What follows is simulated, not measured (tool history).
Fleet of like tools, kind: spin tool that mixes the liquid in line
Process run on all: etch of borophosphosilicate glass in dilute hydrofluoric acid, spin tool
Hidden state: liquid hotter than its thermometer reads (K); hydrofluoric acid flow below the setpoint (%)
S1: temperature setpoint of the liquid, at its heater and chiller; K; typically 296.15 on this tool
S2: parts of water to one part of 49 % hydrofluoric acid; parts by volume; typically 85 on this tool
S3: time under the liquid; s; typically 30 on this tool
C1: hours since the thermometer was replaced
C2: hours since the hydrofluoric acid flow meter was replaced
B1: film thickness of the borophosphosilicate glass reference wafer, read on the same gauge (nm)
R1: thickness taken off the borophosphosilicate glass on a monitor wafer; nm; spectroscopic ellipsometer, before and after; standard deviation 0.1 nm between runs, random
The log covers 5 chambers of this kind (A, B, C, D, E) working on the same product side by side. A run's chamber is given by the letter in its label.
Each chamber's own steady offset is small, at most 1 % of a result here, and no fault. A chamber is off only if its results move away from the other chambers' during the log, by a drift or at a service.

run	hour	S1	S2	S3	C1	C2	B1	R1
1A	8.4	296.15	85	30	559.8	293.3	40.011	15.861
2C	17.0	296.15	85	30	237.0	434.8	40.019	15.511
3B	21.8	296.15	85	30	425.1	418.6	39.983	15.648
4E	28.5	296.15	85	30	954.9	1528.6	40.009	15.585
5D	37.9	296.15	85	30	439.2	712.5	40.000	15.791
6B	43.8	296.15	85	30	447.1	440.6	40.028	15.787
7A	49.6	296.15	85	30	601.0	334.5	39.959	15.681
8E	57.8	296.15	85	30	984.2	1557.9	39.998	15.645
9C	68.7	296.15	85	30	288.7	486.5	39.986	15.521
10D	78.3	296.15	85	30	479.6	752.9	39.984	15.937
11A	88.6	296.15	85	30	640.0	373.5	40.018	15.588
12C	97.7	296.15	85	30	317.7	515.5	40.009	15.524
13D	106.4	296.15	85	30	507.7	781.0	40.012	15.721
14E	113.0	296.15	55	30	1039.4	1613.1	39.942	24.968
15B	117.9	296.15	55	30	521.2	514.7	40.014	25.558
16B	123.5	296.15	55	30	526.8	520.3	39.964	25.466
17D	133.0	296.15	55	30	534.3	807.6	39.963	25.473
18C	138.1	296.15	55	30	358.1	555.9	40.017	24.686
# hour 138.4: chamber E: thermometer replaced
19A	145.9	296.15	85	30	697.3	430.8	40.027	15.172
# hour 151.9: chamber B: thermometer replaced
20E	152.6	296.15	85	30	14.2	1652.7	40.023	15.615
21A	158.2	296.15	85	30	709.6	443.1	40.002	15.021
22C	169.1	296.15	85	30	389.1	586.9	39.977	15.535
23D	178.3	296.15	85	30	579.6	852.9	40.000	15.623
24B	184.9	296.15	85	30	33.0	581.7	39.971	15.564
25E	192.2	296.15	85	30	53.8	1692.3	40.018	15.601
26A	202.2	296.15	85	30	753.6	487.1	39.972	14.683
# hour 208.4: chamber C: hydrofluoric acid flow meter replaced
27E	209.5	296.15	85	30	71.1	1709.6	40.006	15.490
28D	216.2	292.65	85	30	617.5	890.8	40.029	13.742
29C	224.2	292.65	85	30	444.2	15.8	40.007	13.639
30B	235.2	292.65	85	30	83.3	632.0	40.008	13.480

What goes on in this fleet: one chamber off, a drifting gauge, or nothing beyond the chambers' own small offsets? Name the chamber and the cause, if any.

Chamber A drifts away from the others.
Likeliest cause: hydrofluoric acid flow below the setpoint (%) = 8.3.
Not necessarily distinguishable in this log from: liquid colder than its thermometer reads (K).

Below are 4 candidate recipes for chamber A's next run, each the usual settings with a change, their results shown as question marks. Which of them brings A's results back in line with what the other chambers give on the usual settings?
In line here means within this much of the mean the other chambers give on the usual settings: R1 0.360 nm
31A-1	243.0	298.65	85	30				?
31A-2	243.0	301.15	85	30				?
31A-3	243.0	293.65	85	30				?
31A-4	243.0	295.65	85	25				?

Mean of the other chambers on the usual settings: R1 15.681 nm
run	R1
31A-1	15.769
31A-2	17.390
31A-3	12.884
31A-4	11.657
With 31A-1, the chamber falls back in line with the rest.

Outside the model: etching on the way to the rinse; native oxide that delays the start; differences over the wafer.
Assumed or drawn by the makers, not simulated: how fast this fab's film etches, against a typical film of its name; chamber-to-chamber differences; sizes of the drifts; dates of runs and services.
